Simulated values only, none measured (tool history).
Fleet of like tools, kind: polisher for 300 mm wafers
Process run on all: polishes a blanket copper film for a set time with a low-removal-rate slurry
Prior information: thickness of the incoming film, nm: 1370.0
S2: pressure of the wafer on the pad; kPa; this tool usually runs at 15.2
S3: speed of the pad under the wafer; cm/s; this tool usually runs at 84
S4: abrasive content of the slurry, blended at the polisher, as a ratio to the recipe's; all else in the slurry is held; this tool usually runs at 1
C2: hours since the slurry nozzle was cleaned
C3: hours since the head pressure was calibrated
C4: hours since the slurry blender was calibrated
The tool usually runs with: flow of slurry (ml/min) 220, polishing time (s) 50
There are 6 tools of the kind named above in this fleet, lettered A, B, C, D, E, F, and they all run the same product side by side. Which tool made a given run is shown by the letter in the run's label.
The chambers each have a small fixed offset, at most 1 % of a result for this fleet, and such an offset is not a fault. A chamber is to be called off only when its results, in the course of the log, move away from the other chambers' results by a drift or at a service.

{"run": "1D", "day": 0.171, "flow of slurry (ml/min)": 220, "S2": 15.2, "S3": 84, "S4": 1, "polishing time (s)": 50, "wafers polished on this pad": 1225, "C2": 168.9, "C3": 1167.5, "C4": 334.1, "film removed (angstrom)": 864.85}
{"run": "2F", "day": 0.325, "flow of slurry (ml/min)": 220, "S2": 15.2, "S3": 84, "S4": 1, "polishing time (s)": 50, "wafers polished on this pad": 484, "C2": 546.9, "C3": 202.3, "C4": 49, "film removed (angstrom)": 868.51}
{"run": "3E", "day": 0.475, "flow of slurry (ml/min)": 220, "S2": 15.2, "S3": 84, "S4": 1, "polishing time (s)": 50, "wafers polished on this pad": 116, "C2": 194.1, "C3": 255.3, "C4": 171.2, "film removed (angstrom)": 870.52}
{"run": "4C", "day": 0.717, "flow of slurry (ml/min)": 220, "S2": 15.2, "S3": 84, "S4": 1, "polishing time (s)": 50, "wafers polished on this pad": 240, "C2": 212.4, "C3": 245, "C4": 88.9, "film removed (angstrom)": 861.76}
{"day": 0.875, "done": "chamber D: worn pad replaced by a new one"}
{"run": "5A", "day": 0.942, "flow of slurry (ml/min)": 220, "S2": 15.2, "S3": 84, "S4": 1, "polishing time (s)": 50, "wafers polished on this pad": 974, "C2": 101.6, "C3": 152.3, "C4": 171.9, "film removed (angstrom)": 866.15}
{"run": "6B", "day": 1.167, "flow of slurry (ml/min)": 220, "S2": 15.2, "S3": 84, "S4": 1, "polishing time (s)": 50, "wafers polished on this pad": 482, "C2": 29.8, "C3": 132.2, "C4": 120.1, "film removed (angstrom)": 860.84}
{"run": "7B", "day": 1.321, "flow of slurry (ml/min)": 220, "S2": 15.2, "S3": 84, "S4": 1, "polishing time (s)": 50, "wafers polished on this pad": 516, "C2": 33.5, "C3": 135.9, "C4": 123.8, "film removed (angstrom)": 859.33}
{"run": "8A", "day": 1.446, "flow of slurry (ml/min)": 220, "S2": 15.2, "S3": 84, "S4": 1, "polishing time (s)": 50, "wafers polished on this pad": 1085, "C2": 113.7, "C3": 164.4, "C4": 184, "film removed (angstrom)": 859.75}
{"run": "9F", "day": 1.558, "flow of slurry (ml/min)": 220, "S2": 15.2, "S3": 84, "S4": 1, "polishing time (s)": 50, "wafers polished on this pad": 756, "C2": 576.5, "C3": 231.9, "C4": 78.6, "film removed (angstrom)": 868.38}
{"run": "10D", "day": 1.788, "flow of slurry (ml/min)": 220, "S2": 15.2, "S3": 84, "S4": 1, "polishing time (s)": 50, "wafers polished on this pad": 201, "C2": 207.7, "C3": 1206.3, "C4": 372.9, "film removed (angstrom)": 851.97}
{"run": "11C", "day": 1.892, "flow of slurry (ml/min)": 220, "S2": 18.6, "S3": 84, "S4": 1, "polishing time (s)": 50, "wafers polished on this pad": 499, "C2": 240.6, "C3": 273.2, "C4": 117.1, "film removed (angstrom)": 1059.9}
{"run": "12E", "day": 2.083, "flow of slurry (ml/min)": 220, "S2": 18.6, "S3": 84, "S4": 1, "polishing time (s)": 50, "wafers polished on this pad": 470, "C2": 232.7, "C3": 293.9, "C4": 209.8, "film removed (angstrom)": 1054}
{"day": 2.158, "done": "chamber D: head pressure recalibrated"}
{"day": 2.317, "done": "chamber C: worn pad replaced by a new one"}
{"run": "13B", "day": 2.317, "flow of slurry (ml/min)": 220, "S2": 18.6, "S3": 84, "S4": 1, "polishing time (s)": 50, "wafers polished on this pad": 735, "C2": 57.4, "C3": 159.8, "C4": 147.7, "film removed (angstrom)": 1056.7}
{"run": "14C", "day": 2.438, "flow of slurry (ml/min)": 220, "S2": 18.6, "S3": 84, "S4": 1, "polishing time (s)": 50, "wafers polished on this pad": 27, "C2": 253.7, "C3": 286.3, "C4": 130.2, "film removed (angstrom)": 1071.9}
{"day": 2.517, "done": "chamber D: slurry nozzle cleaned"}
{"run": "15E", "day": 2.546, "flow of slurry (ml/min)": 220, "S2": 18.6, "S3": 84, "S4": 1, "polishing time (s)": 50, "wafers polished on this pad": 572, "C2": 243.8, "C3": 305, "C4": 220.9, "film removed (angstrom)": 1061.9}
{"run": "16F", "day": 2.75, "flow of slurry (ml/min)": 220, "S2": 18.6, "S3": 84, "S4": 1, "polishing time (s)": 50, "wafers polished on this pad": 1019, "C2": 605.1, "C3": 260.5, "C4": 107.2, "film removed (angstrom)": 1053.2}
{"run": "17D", "day": 2.971, "flow of slurry (ml/min)": 220, "S2": 15.2, "S3": 84, "S4": 1, "polishing time (s)": 50, "wafers polished on this pad": 462, "C2": 10.9, "C3": 19.5, "C4": 401.3, "film removed (angstrom)": 783.84}
{"day": 3.033, "done": "chamber A: worn pad replaced by a new one"}
{"run": "18A", "day": 3.125, "flow of slurry (ml/min)": 220, "S2": 15.2, "S3": 84, "S4": 1, "polishing time (s)": 50, "wafers polished on this pad": 21, "C2": 154, "C3": 204.7, "C4": 224.3, "film removed (angstrom)": 855.48}
{"run": "19F", "day": 3.367, "flow of slurry (ml/min)": 220, "S2": 15.2, "S3": 84, "S4": 1, "polishing time (s)": 50, "wafers polished on this pad": 1155, "C2": 619.9, "C3": 275.3, "C4": 122, "film removed (angstrom)": 869.54}
{"run": "20E", "day": 3.604, "flow of slurry (ml/min)": 220, "S2": 15.2, "S3": 84, "S4": 1, "polishing time (s)": 50, "wafers polished on this pad": 805, "C2": 269.2, "C3": 330.4, "C4": 246.3, "film removed (angstrom)": 861.5}
{"day": 3.625, "done": "chamber F: worn pad replaced by a new one"}
{"day": 3.654, "done": "chamber E: worn pad replaced by a new one"}
{"run": "21C", "day": 3.767, "flow of slurry (ml/min)": 220, "S2": 15.2, "S3": 84, "S4": 1, "polishing time (s)": 50, "wafers polished on this pad": 319, "C2": 285.6, "C3": 318.2, "C4": 162.1, "film removed (angstrom)": 866.21}
{"day": 3.846, "done": "chamber B: worn pad replaced by a new one"}
{"run": "22B", "day": 4.012, "flow of slurry (ml/min)": 220, "S2": 15.2, "S3": 84, "S4": 1, "polishing time (s)": 50, "wafers polished on this pad": 37, "C2": 98.1, "C3": 200.5, "C4": 188.4, "film removed (angstrom)": 861.85}
{"run": "23A", "day": 4.242, "flow of slurry (ml/min)": 220, "S2": 15.2, "S3": 84, "S4": 1, "polishing time (s)": 50, "wafers polished on this pad": 267, "C2": 180.8, "C3": 231.5, "C4": 251.1, "film removed (angstrom)": 858.61}
{"run": "24D", "day": 4.433, "flow of slurry (ml/min)": 220, "S2": 15.2, "S3": 84, "S4": 1, "polishing time (s)": 50, "wafers polished on this pad": 785, "C2": 46, "C3": 54.6, "C4": 436.4, "film removed (angstrom)": 796.7}
{"run": "25D", "day": 4.642, "flow of slurry (ml/min)": 220, "S2": 12.4, "S3": 84, "S4": 1, "polishing time (s)": 50, "wafers polished on this pad": 830, "C2": 51, "C3": 59.6, "C4": 441.4, "film removed (angstrom)": 653.08}
{"run": "26B", "day": 4.792, "flow of slurry (ml/min)": 220, "S2": 12.4, "S3": 84, "S4": 1, "polishing time (s)": 50, "wafers polished on this pad": 208, "C2": 116.8, "C3": 219.2, "C4": 207.1, "film removed (angstrom)": 700.22}
{"run": "27C", "day": 4.983, "flow of slurry (ml/min)": 220, "S2": 12.4, "S3": 84, "S4": 1, "polishing time (s)": 50, "wafers polished on this pad": 588, "C2": 314.8, "C3": 347.4, "C4": 191.3, "film removed (angstrom)": 709.18}
{"day": 5.104, "done": "chamber C: worn pad replaced by a new one"}
{"run": "28F", "day": 5.217, "flow of slurry (ml/min)": 220, "S2": 12.4, "S3": 84, "S4": 1, "polishing time (s)": 50, "wafers polished on this pad": 351, "C2": 664.3, "C3": 319.7, "C4": 166.4, "film removed (angstrom)": 711.88}
{"run": "29E", "day": 5.371, "flow of slurry (ml/min)": 220, "S2": 12.4, "S3": 84, "S4": 1, "polishing time (s)": 50, "wafers polished on this pad": 378, "C2": 311.6, "C3": 372.8, "C4": 288.7, "film removed (angstrom)": 701.05}
{"run": "30A", "day": 5.5, "flow of slurry (ml/min)": 220, "S2": 12.4, "S3": 84, "S4": 1, "polishing time (s)": 50, "wafers polished on this pad": 544, "C2": 211, "C3": 261.7, "C4": 281.3, "film removed (angstrom)": 699.76}
{"day": 5.579, "done": "chamber D: slurry blender recalibrated"}
{"run": "31F", "day": 5.658, "flow of slurry (ml/min)": 220, "S2": 15.2, "S3": 84, "S4": 1, "polishing time (s)": 50, "wafers polished on this pad": 448, "C2": 674.9, "C3": 330.3, "C4": 177, "film removed (angstrom)": 863.15}
{"run": "32B", "day": 5.829, "flow of slurry (ml/min)": 220, "S2": 15.2, "S3": 112, "S4": 1.2, "polishing time (s)": 50, "wafers polished on this pad": 437, "C2": 141.7, "C3": 244.1, "C4": 232, "film removed (angstrom)": 1204.1}
{"run": "33D", "day": 5.95, "flow of slurry (ml/min)": 220, "S2": 15.2, "S3": 112, "S4": 1.2, "polishing time (s)": 50, "wafers polished on this pad": 1119, "C2": 82.4, "C3": 91, "C4": 8.9, "film removed (angstrom)": 1101.4}
{"run": "34E", "day": 6.158, "flow of slurry (ml/min)": 220, "S2": 15.2, "S3": 112, "S4": 1.2, "polishing time (s)": 50, "wafers polished on this pad": 552, "C2": 330.5, "C3": 391.7, "C4": 307.6, "film removed (angstrom)": 1190.3}
{"run": "35C", "day": 6.375, "flow of slurry (ml/min)": 220, "S2": 15.2, "S3": 112, "S4": 1.2, "polishing time (s)": 50, "wafers polished on this pad": 280, "C2": 348.2, "C3": 380.8, "C4": 224.7, "film removed (angstrom)": 1201.9}
{"run": "36A", "day": 6.492, "flow of slurry (ml/min)": 220, "S2": 15.2, "S3": 112, "S4": 1.2, "polishing time (s)": 50, "wafers polished on this pad": 763, "C2": 234.8, "C3": 285.5, "C4": 305.1, "film removed (angstrom)": 1183.8}
{"run": "37F", "day": 6.6, "flow of slurry (ml/min)": 220, "S2": 15.2, "S3": 112, "S4": 1.2, "polishing time (s)": 50, "wafers polished on this pad": 655, "C2": 697.5, "C3": 352.9, "C4": 199.6, "film removed (angstrom)": 1199.4}
{"run": "38C", "day": 6.733, "flow of slurry (ml/min)": 220, "S2": 15.2, "S3": 68, "S4": 1.2, "polishing time (s)": 50, "wafers polished on this pad": 359, "C2": 356.8, "C3": 389.4, "C4": 233.3, "film removed (angstrom)": 726.04}
{"run": "39E", "day": 6.942, "flow of slurry (ml/min)": 220, "S2": 15.2, "S3": 68, "S4": 1.2, "polishing time (s)": 50, "wafers polished on this pad": 725, "C2": 349.3, "C3": 410.5, "C4": 326.4, "film removed (angstrom)": 724.25}

One chamber off, gauge drift, or nothing amiss beyond the chambers' own small offsets? If it is a chamber, which one, and what is the likeliest cause?

Chamber D has stood off from the others ever since a service on it.
What lies behind it: head's pressure below its setpoint, % = 7.12.

Which of the 4 candidates below, each the usual settings with something changed and its results left as question marks, puts chamber D back in line with what the other chambers give on the usual settings?
In line here means within this much of the mean the other chambers give on the usual settings: film removed (angstrom) 21
{"run": "40D-1", "day": 7.117, "flow of slurry (ml/min)": 220, "S2": 14.5, "S3": 80, "S4": 1, "polishing time (s)": 48, "film removed (angstrom)": "?"}
{"run": "40D-2", "day": 7.117, "flow of slurry (ml/min)": 220, "S2": 15.2, "S3": 84, "S4": 1, "polishing time (s)": 54, "film removed (angstrom)": "?"}
{"run": "40D-3", "day": 7.117, "flow of slurry (ml/min)": 220, "S2": 15.9, "S3": 88, "S4": 1, "polishing time (s)": 53, "film removed (angstrom)": "?"}
{"run": "40D-4", "day": 7.117, "flow of slurry (ml/min)": 220, "S2": 14.5, "S3": 84, "S4": 1, "polishing time (s)": 49, "film removed (angstrom)": "?"}

The other chambers' mean on the usual settings: film removed (angstrom) 861.62
run=40D-1 film_removed_(angstrom)=703.97
run=40D-2 film_removed_(angstrom)=870.03
run=40D-3 film_removed_(angstrom)=934.13
run=40D-4 film_removed_(angstrom)=754.13
With 40D-2, the chamber falls back in line with the rest.
